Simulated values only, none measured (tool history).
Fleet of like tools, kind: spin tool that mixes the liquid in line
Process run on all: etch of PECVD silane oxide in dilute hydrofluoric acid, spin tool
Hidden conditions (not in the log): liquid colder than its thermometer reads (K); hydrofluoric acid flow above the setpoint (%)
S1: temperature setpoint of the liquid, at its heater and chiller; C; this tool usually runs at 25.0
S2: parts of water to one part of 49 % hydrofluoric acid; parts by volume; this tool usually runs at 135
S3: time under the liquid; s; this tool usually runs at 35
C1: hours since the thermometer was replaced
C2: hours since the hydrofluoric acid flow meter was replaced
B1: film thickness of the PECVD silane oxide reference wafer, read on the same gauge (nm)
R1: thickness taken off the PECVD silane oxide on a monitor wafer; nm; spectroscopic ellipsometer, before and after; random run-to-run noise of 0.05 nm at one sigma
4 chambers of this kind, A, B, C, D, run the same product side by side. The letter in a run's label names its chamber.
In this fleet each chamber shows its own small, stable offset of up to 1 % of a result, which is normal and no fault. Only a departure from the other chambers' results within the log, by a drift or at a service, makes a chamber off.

{"run": "1D", "hour": 5.6, "S1": 25.0, "S2": 135, "S3": 35, "C1": 1257.7, "C2": 484.0, "B1": 89.976, "R1": 10.592}
{"run": "2A", "hour": 16.9, "S1": 25.0, "S2": 135, "S3": 35, "C1": 507.3, "C2": 1243.0, "B1": 89.985, "R1": 10.826}
{"run": "3C", "hour": 25.6, "S1": 25.0, "S2": 135, "S3": 35, "C1": 527.2, "C2": 425.4, "B1": 90.011, "R1": 10.564}
{"run": "4B", "hour": 34.6, "S1": 25.0, "S2": 135, "S3": 35, "C1": 253.2, "C2": 1198.9, "B1": 90.019, "R1": 10.716}
{"run": "5C", "hour": 42.0, "S1": 20.5, "S2": 135, "S3": 55, "C1": 543.6, "C2": 441.8, "B1": 90.002, "R1": 14.044}
{"run": "6B", "hour": 53.5, "S1": 20.5, "S2": 135, "S3": 55, "C1": 272.1, "C2": 1217.8, "B1": 89.986, "R1": 14.12}
{"run": "7D", "hour": 65.6, "S1": 20.5, "S2": 135, "S3": 55, "C1": 1317.7, "C2": 544.0, "B1": 89.994, "R1": 14.051}
{"run": "8A", "hour": 77.6, "S1": 20.5, "S2": 135, "S3": 55, "C1": 568.0, "C2": 1303.7, "B1": 89.996, "R1": 14.086}
{"run": "9C", "hour": 87.0, "S1": 25.0, "S2": 195, "S3": 25, "C1": 588.6, "C2": 486.8, "B1": 90.005, "R1": 4.9135}
{"run": "10B", "hour": 95.1, "S1": 25.0, "S2": 195, "S3": 25, "C1": 313.7, "C2": 1259.4, "B1": 89.988, "R1": 5.0901}
{"run": "11A", "hour": 106.4, "S1": 25.0, "S2": 195, "S3": 25, "C1": 596.8, "C2": 1332.5, "B1": 89.991, "R1": 4.9196}
{"hour": 116.3, "done": "chamber D: thermometer replaced"}
{"run": "12D", "hour": 117.5, "S1": 25.0, "S2": 195, "S3": 25, "C1": 1.2, "C2": 595.9, "B1": 90.005, "R1": 4.8665}
{"run": "13A", "hour": 127.0, "S1": 25.0, "S2": 135, "S3": 35, "C1": 617.4, "C2": 1353.1, "B1": 89.996, "R1": 10.76}
{"run": "14D", "hour": 133.7, "S1": 25.0, "S2": 135, "S3": 35, "C1": 17.4, "C2": 612.1, "B1": 90.004, "R1": 10.632}
{"run": "15C", "hour": 140.0, "S1": 25.0, "S2": 135, "S3": 35, "C1": 641.6, "C2": 539.8, "B1": 90.006, "R1": 10.651}
{"run": "16B", "hour": 150.8, "S1": 25.0, "S2": 135, "S3": 45, "C1": 369.4, "C2": 1315.1, "B1": 89.999, "R1": 14.299}
{"run": "17B", "hour": 158.4, "S1": 25.0, "S2": 135, "S3": 45, "C1": 377.0, "C2": 1322.7, "B1": 90.002, "R1": 14.386}
{"run": "18A", "hour": 165.4, "S1": 25.0, "S2": 135, "S3": 45, "C1": 655.8, "C2": 1391.5, "B1": 90.008, "R1": 13.78}
{"run": "19D", "hour": 171.6, "S1": 25.0, "S2": 135, "S3": 45, "C1": 55.3, "C2": 650.0, "B1": 90.004, "R1": 13.655}
{"run": "20C", "hour": 183.9, "S1": 25.0, "S2": 135, "S3": 35, "C1": 685.5, "C2": 583.7, "B1": 90.009, "R1": 10.691}
{"run": "21C", "hour": 193.4, "S1": 21.0, "S2": 135, "S3": 35, "C1": 695.0, "C2": 593.2, "B1": 89.997, "R1": 9.0232}
{"run": "22B", "hour": 205.8, "S1": 21.0, "S2": 135, "S3": 35, "C1": 424.4, "C2": 1370.1, "B1": 89.991, "R1": 9.7427}
{"run": "23A", "hour": 212.0, "S1": 21.0, "S2": 135, "S3": 35, "C1": 702.4, "C2": 1438.1, "B1": 89.99, "R1": 9.2578}
{"run": "24D", "hour": 218.6, "S1": 21.0, "S2": 135, "S3": 35, "C1": 102.3, "C2": 697.0, "B1": 90.007, "R1": 9.1969}
{"run": "25D", "hour": 224.5, "S1": 25.0, "S2": 135, "S3": 35, "C1": 108.2, "C2": 702.9, "B1": 90.002, "R1": 10.625}
{"run": "26C", "hour": 232.1, "S1": 25.0, "S2": 135, "S3": 35, "C1": 733.7, "C2": 631.9, "B1": 90.004, "R1": 10.678}
{"run": "27B", "hour": 239.8, "S1": 25.0, "S2": 80, "S3": 55, "C1": 458.4, "C2": 1404.1, "B1": 90.021, "R1": 32.07}

One chamber off, gauge drift, or nothing amiss beyond the chambers' own small offsets? If it is a chamber, which one, and what is the likeliest cause?

It is chamber B that slowly wanders off from its peers.
Cause: hydrofluoric acid flow above the setpoint (%) = 5.78.
The log may not separate it from: liquid hotter than its thermometer reads (K).

Below are 4 candidate recipes for chamber B's next run, each the usual settings with a change, their results shown as question marks. Which of them brings B's results back in line with what the other chambers give on the usual settings?
Counts as in line when no further than this from what the other chambers average on the usual settings: R1 0.1800 nm
{"run": "28B-1", "hour": 248.9, "S1": 25.0, "S2": 150, "S3": 35, "R1": "?"}
{"run": "28B-2", "hour": 248.9, "S1": 23.0, "S2": 135, "S3": 35, "R1": "?"}
{"run": "28B-3", "hour": 248.9, "S1": 28.0, "S2": 135, "S3": 35, "R1": "?"}
{"run": "28B-4", "hour": 248.9, "S1": 27.0, "S2": 135, "S3": 35, "R1": "?"}

Other chambers, usual settings, mean: R1 10.6720 nm
run=28B-1 R1=10.1620
run=28B-2 R1=10.6040
run=28B-3 R1=12.8550
run=28B-4 R1=12.3770
It is 28B-2 that realigns the chamber with its peers.

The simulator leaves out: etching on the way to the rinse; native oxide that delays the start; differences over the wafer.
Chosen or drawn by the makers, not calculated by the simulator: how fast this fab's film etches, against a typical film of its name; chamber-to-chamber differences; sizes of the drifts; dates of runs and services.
